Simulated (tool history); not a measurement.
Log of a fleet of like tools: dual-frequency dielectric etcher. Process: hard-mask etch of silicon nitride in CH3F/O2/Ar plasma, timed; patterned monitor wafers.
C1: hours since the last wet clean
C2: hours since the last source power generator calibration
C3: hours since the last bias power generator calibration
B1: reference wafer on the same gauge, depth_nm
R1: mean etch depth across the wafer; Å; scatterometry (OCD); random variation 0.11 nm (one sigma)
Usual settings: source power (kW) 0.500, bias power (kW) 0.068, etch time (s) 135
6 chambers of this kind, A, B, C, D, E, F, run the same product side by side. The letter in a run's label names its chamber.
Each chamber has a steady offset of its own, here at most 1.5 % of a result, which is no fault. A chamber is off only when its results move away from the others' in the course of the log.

Run 1E, hour 8.0: usual settings; C1 118.4; C2 1263.5; C3 480.5; B1 96.993. Result: R1 1013.7 Å.
Run 2C, hour 16.9: usual settings; C1 115.6; C2 330.9; C3 825.6; B1 97.008. Result: R1 1021.6 Å.
Run 3D, hour 24.6: usual settings; C1 85.6; C2 2886.3; C3 1768.5; B1 97.056. Result: R1 1009.3 Å.
Run 4B, hour 29.7: usual settings; C1 367.5; C2 3081.4; C3 716.5; B1 97.074. Result: R1 1002.4 Å.
Run 5A, hour 39.1: usual settings but bias power (kW) 0.083; C1 509.2; C2 1486.2; C3 3877.1; B1 97.050. Result: R1 1086.2 Å.
Run 6F, hour 49.4: usual settings but bias power (kW) 0.083; C1 59.1; C2 3239.1; C3 958.4; B1 97.089. Result: R1 1082.0 Å.
Run 7F, hour 55.7: usual settings but bias power (kW) 0.083; C1 65.4; C2 3245.4; C3 964.7; B1 97.079. Result: R1 1081.4 Å.
At hour 57.9: chamber A: wet clean of the chamber.
Run 8E, hour 61.7: usual settings but bias power (kW) 0.083; C1 172.1; C2 1317.2; C3 534.2; B1 97.046. Result: R1 1086.1 Å.
Run 9A, hour 67.1: usual settings but bias power (kW) 0.083; C1 9.2; C2 1514.2; C3 3905.1; B1 97.106. Result: R1 1089.4 Å.
Run 10B, hour 74.6: usual settings but bias power (kW) 0.083; C1 412.4; C2 3126.3; C3 761.4; B1 97.094. Result: R1 1075.1 Å.
Run 11D, hour 84.2: usual settings; C1 145.2; C2 2945.9; C3 1828.1; B1 97.134. Result: R1 1008.9 Å.
At hour 87.1: chamber B: wet clean of the chamber.
Run 12C, hour 90.2: usual settings; C1 188.9; C2 404.2; C3 898.9; B1 97.145. Result: R1 1020.1 Å.
Run 13C, hour 100.8: usual settings but bias power (kW) 0.080; C1 199.5; C2 414.8; C3 909.5; B1 97.148. Result: R1 1082.2 Å.
Run 14B, hour 107.2: usual settings but bias power (kW) 0.080; C1 20.2; C2 3158.9; C3 794.0; B1 97.143. Result: R1 1061.3 Å.
Run 15E, hour 113.7: usual settings but bias power (kW) 0.080; C1 224.1; C2 1369.2; C3 586.2; B1 97.168. Result: R1 1074.7 Å.
Run 16D, hour 118.4: usual settings but bias power (kW) 0.080; C1 179.4; C2 2980.1; C3 1862.3; B1 97.155. Result: R1 1068.9 Å.
Run 17A, hour 127.2: usual settings but bias power (kW) 0.080; C1 69.3; C2 1574.3; C3 3965.2; B1 97.200. Result: R1 1076.9 Å.
Run 18F, hour 135.3: usual settings but bias power (kW) 0.080; C1 145.0; C2 3325.0; C3 1044.3; B1 97.192. Result: R1 1072.0 Å.
Run 19E, hour 142.2: usual settings; C1 252.6; C2 1397.7; C3 614.7; B1 97.217. Result: R1 1016.0 Å.
Run 20F, hour 151.3: usual settings; C1 161.0; C2 3341.0; C3 1060.3; B1 97.208. Result: R1 1012.7 Å.
Run 21A, hour 159.1: usual settings; C1 101.2; C2 1606.2; C3 3997.1; B1 97.235. Result: R1 1018.8 Å.
Run 22B, hour 168.2: usual settings; C1 81.2; C2 3219.9; C3 855.0; B1 97.222. Result: R1 1007.4 Å.
Run 23C, hour 174.4: usual settings; C1 273.1; C2 488.4; C3 983.1; B1 97.266. Result: R1 1022.3 Å.
Run 24D, hour 183.1: usual settings; C1 244.1; C2 3044.8; C3 1927.0; B1 97.239. Result: R1 1011.8 Å.
Run 25D, hour 190.0: usual settings; C1 251.0; C2 3051.7; C3 1933.9; B1 97.246. Result: R1 1013.5 Å.
Run 26E, hour 198.2: usual settings; C1 308.6; C2 1453.7; C3 670.7; B1 97.278. Result: R1 1016.5 Å.
Run 27A, hour 206.2: usual settings; C1 148.3; C2 1653.3; C3 4044.2; B1 97.264. Result: R1 1018.8 Å.
Run 28B, hour 211.8: usual settings but etch time (s) 149; C1 124.8; C2 3263.5; C3 898.6; B1 97.283. Result: R1 1112.1 Å.
Run 29F, hour 217.3: usual settings but etch time (s) 149; C1 227.0; C2 3407.0; C3 1126.3; B1 97.301. Result: R1 1122.2 Å.
Run 30C, hour 222.9: usual settings but etch time (s) 149; C1 321.6; C2 536.9; C3 1031.6; B1 97.315. Result: R1 1130.2 Å.
Run 31C, hour 231.0: usual settings but etch time (s) 149; C1 329.7; C2 545.0; C3 1039.7; B1 97.278. Result: R1 1128.3 Å.
Run 32F, hour 239.5: usual settings but etch time (s) 149; C1 249.2; C2 3429.2; C3 1148.5; B1 97.326. Result: R1 1121.5 Å.
Run 33D, hour 246.6: usual settings but etch time (s) 149; C1 307.6; C2 3108.3; C3 1990.5; B1 97.349. Result: R1 1118.0 Å.
Run 34A, hour 256.2: usual settings; C1 198.3; C2 1703.3; C3 4094.2; B1 97.367. Result: R1 1022.5 Å.
Run 35E, hour 261.1: usual settings; C1 371.5; C2 1516.6; C3 733.6; B1 97.362. Result: R1 1017.8 Å.
Run 36B, hour 270.4: usual settings; C1 183.4; C2 3322.1; C3 957.2; B1 97.374. Result: R1 1008.3 Å.
Run 37E, hour 280.4: usual settings; C1 390.8; C2 1535.9; C3 752.9; B1 97.397. Result: R1 1018.1 Å.
Run 38B, hour 287.5: usual settings; C1 200.5; C2 3339.2; C3 974.3; B1 97.386. Result: R1 1007.2 Å.
Run 39F, hour 293.8: usual settings; C1 303.5; C2 3483.5; C3 1202.8; B1 97.406. Result: R1 1014.9 Å.

Next, every chamber runs the same settings. What will each give?
Run 40A, hour 301.4: usual settings but etch time (s) 148. Result: R1 ?.
Run 40B, hour 301.4: usual settings but etch time (s) 148. Result: R1 ?.
Run 40C, hour 301.4: usual settings but etch time (s) 148. Result: R1 ?.
Run 40D, hour 301.4: usual settings but etch time (s) 148. Result: R1 ?.
Run 40E, hour 301.4: usual settings but etch time (s) 148. Result: R1 ?.
Run 40F, hour 301.4: usual settings but etch time (s) 148. Result: R1 ?.

run      R1
40A  1118.4
40B  1105.8
40C  1124.2
40D  1109.5
40E  1114.5
40F  1113.6
